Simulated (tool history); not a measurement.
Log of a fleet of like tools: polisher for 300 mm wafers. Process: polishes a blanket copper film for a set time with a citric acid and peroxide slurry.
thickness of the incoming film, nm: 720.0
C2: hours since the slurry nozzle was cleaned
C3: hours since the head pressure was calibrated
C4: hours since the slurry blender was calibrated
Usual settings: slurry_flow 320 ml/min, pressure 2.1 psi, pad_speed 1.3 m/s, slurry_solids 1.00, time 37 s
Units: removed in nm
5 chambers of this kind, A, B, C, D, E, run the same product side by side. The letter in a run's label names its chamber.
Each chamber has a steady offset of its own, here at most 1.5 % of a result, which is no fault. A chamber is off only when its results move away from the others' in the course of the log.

{"run": "1E", "hour": 9.3, "slurry_flow": 320, "pressure": 2.1, "pad_speed": 1.3, "slurry_solids": 1.0, "time": 37, "wafers polished on this pad": 646, "C2": 794.4, "C3": 151.3, "C4": 111.1, "removed": 83.441}
{"hour": 9.9, "done": "chamber B: worn pad replaced by a new one"}
{"hour": 12.2, "done": "chamber E: worn pad replaced by a new one"}
{"run": "2C", "hour": 17.4, "slurry_flow": 320, "pressure": 2.1, "pad_speed": 1.3, "slurry_solids": 1.0, "time": 37, "wafers polished on this pad": 477, "C2": 575.3, "C3": 798.0, "C4": 156.2, "removed": 82.616}
{"hour": 18.9, "done": "chamber A: worn pad replaced by a new one"}
{"hour": 21.3, "done": "chamber A: slurry nozzle cleaned"}
{"hour": 24.7, "done": "chamber E: slurry nozzle cleaned"}
{"hour": 24.8, "done": "chamber C: worn pad replaced by a new one"}
{"run": "3D", "hour": 27.8, "slurry_flow": 320, "pressure": 2.1, "pad_speed": 1.3, "slurry_solids": 1.0, "time": 37, "wafers polished on this pad": 394, "C2": 369.2, "C3": 178.3, "C4": 230.1, "removed": 82.92}
{"run": "4A", "hour": 34.1, "slurry_flow": 320, "pressure": 2.1, "pad_speed": 1.3, "slurry_solids": 1.0, "time": 37, "wafers polished on this pad": 118, "C2": 12.8, "C3": 432.2, "C4": 179.4, "removed": 82.091}
{"run": "5B", "hour": 42.9, "slurry_flow": 320, "pressure": 2.1, "pad_speed": 1.3, "slurry_solids": 1.0, "time": 37, "wafers polished on this pad": 256, "C2": 831.7, "C3": 301.5, "C4": 218.2, "removed": 81.62}
{"run": "6E", "hour": 49.2, "slurry_flow": 320, "pressure": 2.1, "pad_speed": 1.3, "slurry_solids": 0.9, "time": 37, "wafers polished on this pad": 287, "C2": 24.6, "C3": 191.2, "C4": 151.0, "removed": 83.082}
{"run": "7C", "hour": 57.4, "slurry_flow": 320, "pressure": 2.1, "pad_speed": 1.3, "slurry_solids": 0.9, "time": 37, "wafers polished on this pad": 253, "C2": 615.3, "C3": 838.0, "C4": 196.2, "removed": 80.723}
{"hour": 61.7, "done": "chamber C: slurry blender recalibrated"}
{"run": "8D", "hour": 66.4, "slurry_flow": 320, "pressure": 2.1, "pad_speed": 1.3, "slurry_solids": 0.9, "time": 37, "wafers polished on this pad": 693, "C2": 407.8, "C3": 216.9, "C4": 268.7, "removed": 80.388}
{"hour": 74.7, "done": "chamber B: slurry nozzle cleaned"}
{"run": "9B", "hour": 75.0, "slurry_flow": 320, "pressure": 2.1, "pad_speed": 1.3, "slurry_solids": 0.9, "time": 37, "wafers polished on this pad": 505, "C2": 0.3, "C3": 333.6, "C4": 250.3, "removed": 79.829}
{"hour": 78.2, "done": "chamber D: worn pad replaced by a new one"}
{"run": "10A", "hour": 80.6, "slurry_flow": 320, "pressure": 2.1, "pad_speed": 1.3, "slurry_solids": 0.9, "time": 37, "wafers polished on this pad": 479, "C2": 59.3, "C3": 478.7, "C4": 225.9, "removed": 81.057}
{"hour": 86.1, "done": "chamber E: slurry blender recalibrated"}
{"run": "11C", "hour": 88.8, "slurry_flow": 320, "pressure": 2.1, "pad_speed": 1.3, "slurry_solids": 1.0, "time": 37, "wafers polished on this pad": 497, "C2": 646.7, "C3": 869.4, "C4": 27.2, "removed": 82.511}
{"run": "12A", "hour": 96.9, "slurry_flow": 320, "pressure": 2.1, "pad_speed": 1.3, "slurry_solids": 1.0, "time": 37, "wafers polished on this pad": 605, "C2": 75.6, "C3": 495.0, "C4": 242.2, "removed": 83.581}
{"hour": 99.4, "done": "chamber E: worn pad replaced by a new one"}
{"hour": 99.4, "done": "chamber A: worn pad replaced by a new one"}
{"hour": 102.2, "done": "chamber D: slurry blender recalibrated"}
{"hour": 102.6, "done": "chamber C: slurry nozzle cleaned"}
{"run": "13E", "hour": 103.1, "slurry_flow": 320, "pressure": 2.1, "pad_speed": 1.3, "slurry_solids": 1.0, "time": 37, "wafers polished on this pad": 28, "C2": 78.5, "C3": 245.1, "C4": 17.1, "removed": 83.503}
{"hour": 106.7, "done": "chamber C: worn pad replaced by a new one"}
{"hour": 108.2, "done": "chamber B: worn pad replaced by a new one"}
{"run": "14D", "hour": 111.8, "slurry_flow": 320, "pressure": 2.1, "pad_speed": 1.3, "slurry_solids": 1.0, "time": 37, "wafers polished on this pad": 261, "C2": 453.2, "C3": 262.3, "C4": 9.7, "removed": 82.267}
{"run": "15B", "hour": 117.3, "slurry_flow": 320, "pressure": 2.3, "pad_speed": 1.3, "slurry_solids": 1.0, "time": 37, "wafers polished on this pad": 70, "C2": 42.6, "C3": 375.9, "C4": 292.6, "removed": 88.046}
{"run": "16A", "hour": 127.4, "slurry_flow": 320, "pressure": 2.3, "pad_speed": 1.3, "slurry_solids": 1.0, "time": 37, "wafers polished on this pad": 217, "C2": 106.1, "C3": 525.5, "C4": 272.7, "removed": 89.448}
{"run": "17C", "hour": 133.3, "slurry_flow": 320, "pressure": 2.3, "pad_speed": 1.3, "slurry_solids": 1.0, "time": 37, "wafers polished on this pad": 207, "C2": 30.7, "C3": 913.9, "C4": 71.7, "removed": 90.774}
{"run": "18B", "hour": 138.0, "slurry_flow": 320, "pressure": 2.3, "pad_speed": 1.3, "slurry_solids": 1.0, "time": 37, "wafers polished on this pad": 231, "C2": 63.3, "C3": 396.6, "C4": 313.3, "removed": 86.462}
{"run": "19D", "hour": 145.9, "slurry_flow": 320, "pressure": 2.3, "pad_speed": 1.3, "slurry_solids": 1.0, "time": 37, "wafers polished on this pad": 525, "C2": 487.3, "C3": 296.4, "C4": 43.8, "removed": 90.289}
{"run": "20E", "hour": 152.3, "slurry_flow": 320, "pressure": 2.1, "pad_speed": 1.3, "slurry_solids": 1.0, "time": 37, "wafers polished on this pad": 410, "C2": 127.7, "C3": 294.3, "C4": 66.3, "removed": 82.155}
{"run": "21E", "hour": 157.1, "slurry_flow": 320, "pressure": 2.1, "pad_speed": 1.3, "slurry_solids": 1.0, "time": 37, "wafers polished on this pad": 447, "C2": 132.5, "C3": 299.1, "C4": 71.1, "removed": 83.931}
{"run": "22C", "hour": 163.2, "slurry_flow": 320, "pressure": 2.1, "pad_speed": 1.3, "slurry_solids": 1.0, "time": 37, "wafers polished on this pad": 439, "C2": 60.6, "C3": 943.8, "C4": 101.6, "removed": 83.026}
{"hour": 171.4, "done": "chamber C: worn pad replaced by a new one"}
{"hour": 172.8, "done": "chamber A: worn pad replaced by a new one"}
{"run": "23B", "hour": 173.6, "slurry_flow": 320, "pressure": 2.1, "pad_speed": 1.3, "slurry_solids": 1.0, "time": 37, "wafers polished on this pad": 507, "C2": 98.9, "C3": 432.2, "C4": 348.9, "removed": 77.244}
{"hour": 174.7, "done": "chamber A: slurry blender recalibrated"}
{"hour": 182.0, "done": "chamber E: worn pad replaced by a new one"}
{"run": "24A", "hour": 183.2, "slurry_flow": 320, "pressure": 2.1, "pad_speed": 1.3, "slurry_solids": 1.0, "time": 37, "wafers polished on this pad": 80, "C2": 161.9, "C3": 581.3, "C4": 8.6, "removed": 81.366}
{"hour": 191.4, "done": "chamber D: worn pad replaced by a new one"}
{"run": "25D", "hour": 193.3, "slurry_flow": 320, "pressure": 2.6, "pad_speed": 1.3, "slurry_solids": 1.0, "time": 37, "wafers polished on this pad": 14, "C2": 534.7, "C3": 343.8, "C4": 91.2, "removed": 102.3}
{"run": "26E", "hour": 201.9, "slurry_flow": 320, "pressure": 2.6, "pad_speed": 1.3, "slurry_solids": 1.0, "time": 37, "wafers polished on this pad": 154, "C2": 177.3, "C3": 343.9, "C4": 115.9, "removed": 102.94}
{"run": "27D", "hour": 207.2, "slurry_flow": 320, "pressure": 2.6, "pad_speed": 1.3, "slurry_solids": 1.0, "time": 37, "wafers polished on this pad": 122, "C2": 548.6, "C3": 357.7, "C4": 105.1, "removed": 102.3}
{"hour": 213.4, "done": "chamber B: worn pad replaced by a new one"}
{"run": "28A", "hour": 216.4, "slurry_flow": 320, "pressure": 2.6, "pad_speed": 1.3, "slurry_solids": 1.0, "time": 37, "wafers polished on this pad": 338, "C2": 195.1, "C3": 614.5, "C4": 41.8, "removed": 101.22}
{"run": "29C", "hour": 226.1, "slurry_flow": 320, "pressure": 2.6, "pad_speed": 1.3, "slurry_solids": 1.0, "time": 37, "wafers polished on this pad": 424, "C2": 123.5, "C3": 1006.7, "C4": 164.5, "removed": 99.706}
{"run": "30B", "hour": 233.2, "slurry_flow": 320, "pressure": 2.1, "pad_speed": 1.3, "slurry_solids": 1.0, "time": 37, "wafers polished on this pad": 153, "C2": 158.5, "C3": 491.8, "C4": 408.5, "removed": 76.786}

Is one chamber off against the others, does the gauge drift, or is nothing wrong? If a chamber is off, say which, and what the likeliest cause is.

Chamber B drifts away from the others.
Cause: head's pressure below its setpoint, % = 8.55.
The log may not tell that from: abrasive missing from the slurry, %.

Here are 4 candidates for chamber B's next run, each the usual settings with a change, their results left as question marks. Which one brings its results back in line with what the others give on the usual settings?
In line means no further than this from the other chambers' mean on the usual settings: removed 2.400 nm
{"run": "31B-1", "hour": 240.8, "slurry_flow": 320, "pressure": 2.1, "pad_speed": 1.36, "slurry_solids": 1.0, "time": 39, "removed": "?"}
{"run": "31B-2", "hour": 240.8, "slurry_flow": 320, "pressure": 2.1, "pad_speed": 1.32, "slurry_solids": 1.0, "time": 38, "removed": "?"}
{"run": "31B-3", "hour": 240.8, "slurry_flow": 320, "pressure": 2.1, "pad_speed": 1.28, "slurry_solids": 1.0, "time": 36, "removed": "?"}
{"run": "31B-4", "hour": 240.8, "slurry_flow": 320, "pressure": 2.0, "pad_speed": 1.24, "slurry_solids": 1.0, "time": 37, "removed": "?"}

The other chambers' mean on the usual settings: removed 82.856 nm
run=31B-1 removed=82.840
run=31B-2 removed=78.374
run=31B-3 removed=72.030
run=31B-4 removed=68.487
31B-1 brings the chamber back in line.

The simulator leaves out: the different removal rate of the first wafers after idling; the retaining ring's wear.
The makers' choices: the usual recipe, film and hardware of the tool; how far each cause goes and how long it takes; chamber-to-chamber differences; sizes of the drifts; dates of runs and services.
